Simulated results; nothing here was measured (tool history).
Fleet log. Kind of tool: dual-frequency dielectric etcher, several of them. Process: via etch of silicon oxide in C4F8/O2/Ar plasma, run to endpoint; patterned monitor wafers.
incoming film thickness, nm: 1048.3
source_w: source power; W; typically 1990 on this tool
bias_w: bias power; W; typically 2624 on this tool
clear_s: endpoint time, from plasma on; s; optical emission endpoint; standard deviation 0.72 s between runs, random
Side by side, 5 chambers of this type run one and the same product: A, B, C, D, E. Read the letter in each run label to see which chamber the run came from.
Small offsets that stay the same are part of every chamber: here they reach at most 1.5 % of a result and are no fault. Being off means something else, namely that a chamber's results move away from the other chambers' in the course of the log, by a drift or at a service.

run	hour	source_w	bias_w	clear_s
1E	6.8	1990	2624	193.90
2D	14.7	1990	2624	192.78
3B	23.5	1990	2624	190.04
4A	35.8	1990	2624	192.41
5C	42.9	1990	2624	189.66
6B	48.8	1990	2624	189.72
7A	55.7	1990	2624	192.98
8D	61.1	1990	2624	192.42
9C	72.6	1990	2624	189.72
10E	78.5	1990	2624	194.23
11A	89.4	1990	2624	191.96
12C	100.9	1990	2624	191.11
13E	109.7	1730	2103	218.55
# hour 115.6: chamber D: wet clean of the chamber
14D	116.0	1730	2103	215.67
# hour 118.2: chamber A: source power generator calibrated
15B	127.2	1730	2103	214.67
16D	137.2	1730	2103	217.48
17B	144.3	1730	2103	214.01
18C	150.3	1990	2624	188.75
19E	156.8	1990	2624	192.16
20A	165.2	1990	2624	191.79
21A	176.5	1990	2624	192.62
22C	183.4	1990	2624	187.05
# hour 189.5: chamber B: wet clean of the chamber
23D	191.4	1990	2624	191.72
24B	202.7	1990	2624	190.17
25E	210.2	1990	2624	193.37
26D	219.8	1990	2624	193.08
27B	226.4	1990	2624	190.50
28A	234.7	1990	2624	191.34
29E	243.3	1990	2624	192.87
30C	253.1	1990	2845	179.44
31A	265.3	1990	2845	187.63
32C	271.1	1990	2845	180.60
33E	278.5	1990	2845	189.78
34B	285.6	1990	2845	184.66
35D	292.2	1990	2624	192.15
36E	299.1	1990	2624	193.33
37D	309.2	1990	2624	192.95

Is one chamber off against the others, does the gauge drift, or is nothing wrong? If a chamber is off, say which, and what the likeliest cause is.

Chamber C drifts away from the others.
What lies behind it: etch rate over this chamber's usual, % = 3.68.

Chamber C could run next with any of the 4 candidate recipes listed below; each alters the usual settings, and their results appear as question marks. Which one brings its results back in line with what the other chambers deliver on the usual settings?
Counts as in line when no further than this from what the other chambers average on the usual settings: clear_s 2.50 s
38C-1	318.0	1830	2467	?
38C-2	318.0	2150	2781	?
38C-3	318.0	1990	1983	?
38C-4	318.0	1990	3436	?

The other chambers' mean on the usual settings: clear_s 192.25 s
run	clear_s
38C-1	192.76
38C-2	174.31
38C-3	198.68
38C-4	168.24
With 38C-1, the chamber falls back in line with the rest.
